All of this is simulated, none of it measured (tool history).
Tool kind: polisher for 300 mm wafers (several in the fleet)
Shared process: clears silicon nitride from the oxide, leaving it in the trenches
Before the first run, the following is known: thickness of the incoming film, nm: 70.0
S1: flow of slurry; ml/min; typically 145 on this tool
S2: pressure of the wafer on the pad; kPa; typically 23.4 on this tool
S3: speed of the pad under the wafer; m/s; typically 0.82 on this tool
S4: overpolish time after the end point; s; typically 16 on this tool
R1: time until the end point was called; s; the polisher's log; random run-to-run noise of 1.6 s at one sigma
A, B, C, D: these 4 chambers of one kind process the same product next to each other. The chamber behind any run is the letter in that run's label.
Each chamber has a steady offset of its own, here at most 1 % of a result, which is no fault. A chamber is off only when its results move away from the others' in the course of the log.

run,hour,S1,S2,S3,S4,R1
# hour 3.6: chamber D: worn pad replaced by a new one
1A,8.3,145,23.4,0.82,16,96.398
2D,21.1,145,23.4,0.82,16,93.091
3C,32.3,145,23.4,0.82,16,95.474
# hour 42.7: chamber C: worn pad replaced by a new one
4B,44,145,23.4,0.82,16,96.197
5C,54.2,145,23.4,0.6,16,133.74
6D,68,145,23.4,0.6,16,131.04
7A,75.4,145,23.4,0.6,16,136.22
# hour 76.1: chamber B: worn pad replaced by a new one
# hour 84.5: chamber A: worn pad replaced by a new one
8B,87.4,145,23.4,0.6,16,127.34
# hour 101.8: chamber D: worn pad replaced by a new one
9D,102,145,23.4,0.82,16,92.783
10A,114.4,145,23.4,0.82,16,96.53
11C,127.2,145,23.4,0.82,16,97.56
12B,139.3,145,23.4,0.6,16,132.98
13A,153.7,145,23.4,0.6,16,135.29
14B,163.9,145,23.4,0.6,16,128.64
# hour 164.7: chamber C: worn pad replaced by a new one
15D,177.8,145,23.4,0.6,16,129.33
# hour 185.3: chamber A: worn pad replaced by a new one
16C,187.3,145,23.4,0.82,16,97.43
# hour 193.4: chamber B: worn pad replaced by a new one
17D,201.7,145,23.4,0.82,16,96.618
# hour 209.6: chamber D: worn pad replaced by a new one
18B,212.1,145,23.4,0.82,16,96.067
# hour 222.3: chamber A: head pressure recalibrated
19A,227.7,145,23.4,0.82,16,96.715
20C,241.9,145,23.4,0.82,16,101.14
# hour 245.9: chamber D: slurry nozzle cleaned
21D,249.4,145,23.4,0.82,16,95.685
22A,258.9,190,23.4,0.82,16,92.242
23C,269.8,190,23.4,0.82,16,96.914
# hour 281: chamber C: worn pad replaced by a new one
24B,281.6,190,23.4,0.82,16,95.101
# hour 285.8: chamber B: slurry nozzle cleaned
# hour 292.6: chamber B: worn pad replaced by a new one
25A,296,190,23.4,0.82,16,93.008
# hour 297.6: chamber A: worn pad replaced by a new one
26B,309.5,145,23.4,0.82,16,93.947
# hour 312.5: chamber C: slurry nozzle cleaned
27C,316.9,145,23.4,0.82,16,101.73
# hour 327.8: chamber D: worn pad replaced by a new one
28D,329.4,145,23.4,0.82,16,93.335
29D,339.4,145,23.4,0.82,16,96.738
30B,351.6,145,23.4,0.82,16,93.635
31C,367.1,145,23.4,0.82,16,104.24
# hour 374.7: chamber A: slurry nozzle cleaned
32A,382.5,145,23.4,0.82,16,98.687
# hour 384.6: chamber C: worn pad replaced by a new one
# hour 389.2: chamber B: worn pad replaced by a new one
33A,393.2,145,23.4,0.82,16,97.483
34B,401.1,145,23.4,0.82,16,92.056
# hour 408.8: chamber A: worn pad replaced by a new one
35C,415.3,145,23.4,0.82,16,105.88
# hour 419.7: chamber D: worn pad replaced by a new one
36D,430.3,180,23.4,0.7,16,107.49
37A,442.1,180,23.4,0.7,16,109.5
38B,452.5,180,23.4,0.7,16,108.09
39D,467.8,180,23.4,0.7,16,106.15
40C,475.4,145,23.4,0.82,16,108.66
41D,482.4,145,23.4,0.82,16,95.393
# hour 488.5: chamber B: worn pad replaced by a new one
42A,494.7,145,23.4,0.82,16,98.306
43C,502.8,145,23.4,0.82,16,107.89
44B,514.1,145,23.4,0.82,11,93.915

Next, all 4 chambers run the settings below, one line each with question marks for the results. What does each chamber give?
45A,525.3,145,23.4,0.82,16,?
45B,525.3,145,23.4,0.82,16,?
45C,525.3,145,23.4,0.82,16,?
45D,525.3,145,23.4,0.82,16,?

run,R1
45A,98.412
45B,96.809
45C,109.58
45D,94.313

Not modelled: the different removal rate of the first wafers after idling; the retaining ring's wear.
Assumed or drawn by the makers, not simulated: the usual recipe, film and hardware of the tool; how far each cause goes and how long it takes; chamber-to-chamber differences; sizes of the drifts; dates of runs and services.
